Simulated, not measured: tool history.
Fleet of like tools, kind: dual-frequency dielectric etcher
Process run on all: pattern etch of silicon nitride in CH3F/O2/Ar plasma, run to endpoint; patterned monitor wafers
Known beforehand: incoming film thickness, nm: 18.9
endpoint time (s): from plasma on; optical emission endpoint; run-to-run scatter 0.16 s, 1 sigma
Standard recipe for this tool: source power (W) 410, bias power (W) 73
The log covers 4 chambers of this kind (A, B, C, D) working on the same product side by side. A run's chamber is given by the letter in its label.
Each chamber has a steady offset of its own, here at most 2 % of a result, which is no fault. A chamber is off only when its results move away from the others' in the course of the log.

run	hour	source power (W)	bias power (W)	endpoint time (s)
# hour 1.2: chamber C: wet clean of the chamber
1B	5.8	410	73	26.67
2A	15	410	73	26.594
3D	24.4	410	73	27.006
4C	33.3	410	73	26.696
5D	43.4	410	73	27.067
6A	51.8	410	73	26.697
7C	58	330	81	27.898
8B	64.4	330	81	27.591
9B	73.2	330	81	27.601
10C	82.4	330	81	27.702
11A	92	410	73	26.756
12D	101.2	410	73	27.112
13D	111.4	410	73	26.804
14B	118.9	410	73	26.482
15C	127.9	360	73	27.636
16A	139.1	360	73	28.38
# hour 147.1: chamber B: wet clean of the chamber
17D	149.2	360	73	28.353
18C	158.7	360	73	28.123
19B	169.8	410	73	26.581
20A	178.5	410	73	27.321
21B	186.8	410	73	26.604
22C	197	410	73	26.702
23D	207.4	410	73	26.961
24A	214.6	410	73	27.397
25C	224.8	410	73	26.919

All chambers now run identical settings, listed one chamber a line with results as question marks. What results will each chamber show?
26A	233	410	73	?
26B	233	410	73	?
26C	233	410	73	?
26D	233	410	73	?

run	endpoint time (s)
26A	27.686
26B	26.457
26C	26.726
26D	27.321

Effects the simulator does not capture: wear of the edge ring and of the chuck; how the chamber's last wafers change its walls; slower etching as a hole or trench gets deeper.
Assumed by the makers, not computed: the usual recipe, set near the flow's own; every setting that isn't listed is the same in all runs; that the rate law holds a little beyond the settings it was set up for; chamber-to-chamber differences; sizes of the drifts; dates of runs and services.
